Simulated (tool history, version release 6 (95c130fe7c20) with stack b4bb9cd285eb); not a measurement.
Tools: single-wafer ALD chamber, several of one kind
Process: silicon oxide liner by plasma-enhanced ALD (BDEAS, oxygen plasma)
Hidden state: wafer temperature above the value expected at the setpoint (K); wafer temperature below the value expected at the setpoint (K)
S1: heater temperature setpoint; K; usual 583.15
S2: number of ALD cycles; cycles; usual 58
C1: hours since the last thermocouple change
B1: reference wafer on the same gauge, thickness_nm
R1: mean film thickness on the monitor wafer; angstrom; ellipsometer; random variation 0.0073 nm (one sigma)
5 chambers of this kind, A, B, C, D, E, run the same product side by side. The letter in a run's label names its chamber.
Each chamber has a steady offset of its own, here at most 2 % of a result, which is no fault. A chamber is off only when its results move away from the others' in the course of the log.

run     day      S1  S2      C1      B1      R1
 1C   0.379  583.15  58    2312  4.9976  53.332
 2B   0.817  583.15  58   650.1  4.9999   53.34
 3D   1.125  583.15  58  1734.1  4.9995  53.255
 4E   1.717  583.15  58  1020.8  4.9977  53.199
 5A   2.079  576.15  47   456.1  4.9953  42.787
 6D   2.725  576.15  47  1772.5   4.997   43.53
 7A   3.204  576.15  47   483.1  4.9956  42.718
 8B   3.617  576.15  47   717.3  4.9923  43.697
 9E   4.183  576.15  47    1080  4.9922  43.461
10C   4.708  583.15  58  2415.9  4.9926  53.363
11B   5.208  583.15  58   755.5  4.9927  53.376
      5.742  -- chamber C: thermocouple changed; heater temperature recalibrated
12E   5.817  583.15  58  1119.2  4.9915  53.154
13A   6.333  583.15  58   558.2  4.9882  52.287
14C   6.725  583.15  58    23.6  4.9912  53.248
15D   7.167  583.15  58  1879.1   4.989   53.08
16A     7.5  583.15  58   586.2  4.9874  52.187
17D     7.8  583.15  58  1894.3   4.989  52.983
18B   8.296  583.15  58   829.6  4.9878  53.061
19C   8.812  583.15  58    73.7  4.9864   53.34
20E   9.342  583.15  58  1203.8  4.9855  53.156
21A   9.954  583.15  58   645.1  4.9852   52.08
22D  10.346  575.15  50  1955.4  4.9828  46.366
23C  10.862  575.15  50   122.9  4.9809  46.457
24B  11.496  575.15  50   906.4  4.9843  46.345
25E  12.004  575.15  50  1267.7  4.9811  46.258
26E  12.304  575.15  50  1274.9  4.9785  46.164
27C  12.971  583.15  58   173.5  4.9786   53.05
28B  13.479  583.15  64     954  4.9773  58.507
29A      14  583.15  64   742.2  4.9781  57.537
30D  14.467  583.15  64  2054.3  4.9764  58.427
31A  15.004  583.15  64   766.3  4.9755  57.509
32D  15.675  583.15  64  2083.3   4.977  58.481
33E  16.104  583.15  58  1366.1  4.9733  52.991
34B  16.579  583.15  58  1028.4  4.9729  53.144
35C  17.038  583.15  58   271.1  4.9723  52.954
36A  17.379  583.15  58   823.3  4.9731  51.982

What goes on in this fleet: one chamber off, a drifting gauge, or nothing beyond the chambers' own small offsets? Name the chamber and the cause, if any.

The gauge drifts, so all chambers seem to drift together. No chamber is off.
Cause: gauge reads low (%) = 0.565.
